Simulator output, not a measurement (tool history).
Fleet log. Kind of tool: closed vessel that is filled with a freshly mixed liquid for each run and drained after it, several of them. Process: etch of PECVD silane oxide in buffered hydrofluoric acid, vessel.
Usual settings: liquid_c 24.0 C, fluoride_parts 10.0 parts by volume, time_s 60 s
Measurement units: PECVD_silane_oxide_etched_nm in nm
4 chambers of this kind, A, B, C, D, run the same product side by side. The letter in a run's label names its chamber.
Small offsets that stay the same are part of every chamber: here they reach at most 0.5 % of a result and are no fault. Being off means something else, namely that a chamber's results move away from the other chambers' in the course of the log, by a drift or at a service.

run,day,liquid_c,fluoride_parts,time_s,"read-back film thickness of the PECVD silane oxide reference wafer, read on the same gauge (nm)",PECVD_silane_oxide_etched_nm
1C,0.225,24.0,10.0,60,99.998,152.580
2A,0.450,24.0,10.0,60,99.996,152.480
3B,0.604,24.0,10.0,60,99.993,152.600
4D,0.858,24.0,10.0,60,100.010,152.660
5C,1.050,24.0,10.0,60,99.980,151.890
6A,1.229,24.0,10.0,60,100.020,151.300
7D,1.450,24.0,10.0,60,99.982,154.440
8B,1.629,24.0,10.0,60,100.000,151.100
9A,1.817,24.0,8.0,40,100.020,124.040
10D,2.033,24.0,8.0,40,99.983,123.570
11C,2.283,24.0,8.0,40,100.000,124.320
12B,2.500,24.0,8.0,40,100.000,122.700
13C,2.754,24.0,10.0,60,100.000,153.320
14B,2.892,24.0,10.0,60,99.973,154.080
15D,3.075,24.0,10.0,60,99.992,154.350
16A,3.275,24.0,10.0,60,99.997,151.970
17D,3.467,19.5,13.0,60,100.000,91.055
18C,3.692,19.5,13.0,60,100.020,92.188
19A,3.862,19.5,13.0,60,99.975,91.248
20B,3.983,19.5,13.0,60,100.030,95.778
21D,4.183,24.0,10.0,60,100.010,153.070
22B,4.375,24.0,10.0,60,100.030,158.720
23C,4.567,24.0,10.0,60,100.010,152.880
24A,4.788,24.0,10.0,60,100.020,151.990
25C,4.933,24.0,10.0,60,100.010,149.910
26B,5.179,24.0,10.0,60,99.992,162.840
27A,5.362,24.0,10.0,60,100.010,152.530
28D,5.479,24.0,10.0,60,100.020,153.450
29B,5.725,24.0,10.0,60,100.000,165.790
30A,5.929,24.0,10.0,60,100.000,153.590
31C,6.108,19.5,10.0,50,100.010,98.334
# day 6.138: chamber C: thermometer replaced
32D,6.350,19.5,10.0,50,100.030,99.098
33C,6.538,19.5,10.0,50,99.964,100.680
34A,6.667,19.5,10.0,50,100.000,99.499

For the next run the whole fleet of 4 chambers uses the same settings. Give each chamber's results:
35A,6.850,24.0,6.5,60,,?
35B,6.850,24.0,6.5,60,,?
35C,6.850,24.0,6.5,60,,?
35D,6.850,24.0,6.5,60,,?

run,PECVD_silane_oxide_etched_nm
35A,229.420
35B,248.320
35C,229.390
35D,229.440

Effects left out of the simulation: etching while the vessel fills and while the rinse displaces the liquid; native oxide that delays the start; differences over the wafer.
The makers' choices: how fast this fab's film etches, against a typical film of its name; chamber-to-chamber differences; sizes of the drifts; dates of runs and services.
